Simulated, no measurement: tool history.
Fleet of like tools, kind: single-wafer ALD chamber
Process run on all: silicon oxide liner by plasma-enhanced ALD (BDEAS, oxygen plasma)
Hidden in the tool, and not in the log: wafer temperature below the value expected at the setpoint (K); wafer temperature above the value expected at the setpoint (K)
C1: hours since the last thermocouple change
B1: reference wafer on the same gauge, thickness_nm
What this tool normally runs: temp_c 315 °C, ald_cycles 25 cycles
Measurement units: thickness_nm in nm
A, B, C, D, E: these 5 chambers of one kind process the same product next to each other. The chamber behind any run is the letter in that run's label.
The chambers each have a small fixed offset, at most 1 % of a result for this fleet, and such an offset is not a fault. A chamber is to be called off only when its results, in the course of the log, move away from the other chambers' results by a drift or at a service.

{"run": "1C", "hour": 15.4, "temp_c": 315, "ald_cycles": 25, "C1": 75.5, "B1": 1.9798, "thickness_nm": 2.2629}
{"run": "2E", "hour": 24.8, "temp_c": 315, "ald_cycles": 25, "C1": 367.3, "B1": 1.9795, "thickness_nm": 2.2849}
{"run": "3A", "hour": 36.2, "temp_c": 315, "ald_cycles": 25, "C1": 1262.8, "B1": 1.9791, "thickness_nm": 2.2925}
{"run": "4D", "hour": 47.3, "temp_c": 315, "ald_cycles": 25, "C1": 139.9, "B1": 1.9791, "thickness_nm": 2.2914}
{"run": "5B", "hour": 62.2, "temp_c": 315, "ald_cycles": 25, "C1": 1433.3, "B1": 1.9791, "thickness_nm": 2.2761}
{"run": "6A", "hour": 69.0, "temp_c": 315, "ald_cycles": 25, "C1": 1295.6, "B1": 1.9789, "thickness_nm": 2.2891}
{"run": "7E", "hour": 82.3, "temp_c": 315, "ald_cycles": 25, "C1": 424.8, "B1": 1.979, "thickness_nm": 2.2751}
{"run": "8D", "hour": 89.3, "temp_c": 315, "ald_cycles": 25, "C1": 181.9, "B1": 1.9784, "thickness_nm": 2.2863}
{"run": "9B", "hour": 102.7, "temp_c": 315, "ald_cycles": 25, "C1": 1473.8, "B1": 1.9785, "thickness_nm": 2.2738}
{"run": "10C", "hour": 116.1, "temp_c": 315, "ald_cycles": 25, "C1": 176.2, "B1": 1.9777, "thickness_nm": 2.2577}
{"run": "11E", "hour": 127.2, "temp_c": 315, "ald_cycles": 25, "C1": 469.7, "B1": 1.9775, "thickness_nm": 2.2785}
{"run": "12B", "hour": 142.0, "temp_c": 315, "ald_cycles": 25, "C1": 1513.1, "B1": 1.9782, "thickness_nm": 2.276}
{"run": "13C", "hour": 157.1, "temp_c": 315, "ald_cycles": 25, "C1": 217.2, "B1": 1.9771, "thickness_nm": 2.2577}
{"run": "14A", "hour": 167.7, "temp_c": 315, "ald_cycles": 25, "C1": 1394.3, "B1": 1.9772, "thickness_nm": 2.2872}
{"run": "15D", "hour": 182.6, "temp_c": 315, "ald_cycles": 25, "C1": 275.2, "B1": 1.977, "thickness_nm": 2.2869}
{"run": "16C", "hour": 190.0, "temp_c": 315, "ald_cycles": 25, "C1": 250.1, "B1": 1.9766, "thickness_nm": 2.2618}
{"run": "17B", "hour": 204.4, "temp_c": 315, "ald_cycles": 25, "C1": 1575.5, "B1": 1.9763, "thickness_nm": 2.2738}
{"run": "18A", "hour": 217.6, "temp_c": 315, "ald_cycles": 25, "C1": 1444.2, "B1": 1.9761, "thickness_nm": 2.2843}
{"run": "19D", "hour": 232.3, "temp_c": 315, "ald_cycles": 25, "C1": 324.9, "B1": 1.9759, "thickness_nm": 2.2846}
{"run": "20E", "hour": 245.4, "temp_c": 315, "ald_cycles": 25, "C1": 587.9, "B1": 1.9762, "thickness_nm": 2.2756}
{"run": "21C", "hour": 255.3, "temp_c": 315, "ald_cycles": 25, "C1": 315.4, "B1": 1.9752, "thickness_nm": 2.2608}
{"run": "22B", "hour": 265.4, "temp_c": 302, "ald_cycles": 25, "C1": 1636.5, "B1": 1.9754, "thickness_nm": 2.3138}
{"run": "23E", "hour": 279.5, "temp_c": 302, "ald_cycles": 25, "C1": 622.0, "B1": 1.9752, "thickness_nm": 2.3201}
{"run": "24D", "hour": 292.6, "temp_c": 302, "ald_cycles": 25, "C1": 385.2, "B1": 1.9753, "thickness_nm": 2.3279}
{"run": "25A", "hour": 301.7, "temp_c": 302, "ald_cycles": 25, "C1": 1528.3, "B1": 1.9751, "thickness_nm": 2.3269}
{"hour": 306.7, "done": "chamber B: thermocouple changed; heater temperature recalibrated"}
{"run": "26E", "hour": 313.6, "temp_c": 302, "ald_cycles": 25, "C1": 656.1, "B1": 1.9749, "thickness_nm": 2.316}
{"run": "27C", "hour": 321.2, "temp_c": 315, "ald_cycles": 25, "C1": 381.3, "B1": 1.9741, "thickness_nm": 2.2573}
{"run": "28D", "hour": 332.6, "temp_c": 315, "ald_cycles": 28, "C1": 425.2, "B1": 1.9741, "thickness_nm": 2.5613}
{"run": "29B", "hour": 343.8, "temp_c": 315, "ald_cycles": 28, "C1": 37.2, "B1": 1.9744, "thickness_nm": 2.541}
{"run": "30A", "hour": 351.9, "temp_c": 315, "ald_cycles": 28, "C1": 1578.5, "B1": 1.9743, "thickness_nm": 2.5602}
{"run": "31D", "hour": 362.5, "temp_c": 315, "ald_cycles": 28, "C1": 455.1, "B1": 1.9744, "thickness_nm": 2.5577}
{"run": "32A", "hour": 377.3, "temp_c": 315, "ald_cycles": 28, "C1": 1603.9, "B1": 1.9733, "thickness_nm": 2.559}
{"run": "33C", "hour": 385.3, "temp_c": 315, "ald_cycles": 25, "C1": 445.4, "B1": 1.9735, "thickness_nm": 2.2563}
{"run": "34B", "hour": 393.0, "temp_c": 315, "ald_cycles": 25, "C1": 86.4, "B1": 1.9732, "thickness_nm": 2.2729}
{"run": "35E", "hour": 407.8, "temp_c": 315, "ald_cycles": 25, "C1": 750.3, "B1": 1.9728, "thickness_nm": 2.2756}
{"run": "36B", "hour": 421.8, "temp_c": 315, "ald_cycles": 25, "C1": 115.2, "B1": 1.9726, "thickness_nm": 2.2678}
{"run": "37E", "hour": 429.1, "temp_c": 315, "ald_cycles": 28, "C1": 771.6, "B1": 1.9727, "thickness_nm": 2.5481}
{"run": "38A", "hour": 443.5, "temp_c": 315, "ald_cycles": 28, "C1": 1670.1, "B1": 1.9721, "thickness_nm": 2.5581}
{"run": "39C", "hour": 455.8, "temp_c": 315, "ald_cycles": 28, "C1": 515.9, "B1": 1.9724, "thickness_nm": 2.5264}
{"run": "40D", "hour": 465.9, "temp_c": 315, "ald_cycles": 28, "C1": 558.5, "B1": 1.9723, "thickness_nm": 2.5585}
{"run": "41E", "hour": 473.6, "temp_c": 315, "ald_cycles": 28, "C1": 816.1, "B1": 1.9717, "thickness_nm": 2.5424}
{"run": "42A", "hour": 484.6, "temp_c": 315, "ald_cycles": 25, "C1": 1711.2, "B1": 1.9714, "thickness_nm": 2.2841}

For the next run the whole fleet of 5 chambers uses the same settings. Give each chamber's results:
{"run": "43A", "hour": 495.7, "temp_c": 315, "ald_cycles": 25, "thickness_nm": "?"}
{"run": "43B", "hour": 495.7, "temp_c": 315, "ald_cycles": 25, "thickness_nm": "?"}
{"run": "43C", "hour": 495.7, "temp_c": 315, "ald_cycles": 25, "thickness_nm": "?"}
{"run": "43D", "hour": 495.7, "temp_c": 315, "ald_cycles": 25, "thickness_nm": "?"}
{"run": "43E", "hour": 495.7, "temp_c": 315, "ald_cycles": 25, "thickness_nm": "?"}

run=43A thickness_nm=2.2855
run=43B thickness_nm=2.2676
run=43C thickness_nm=2.2550
run=43D thickness_nm=2.2801
run=43E thickness_nm=2.2719
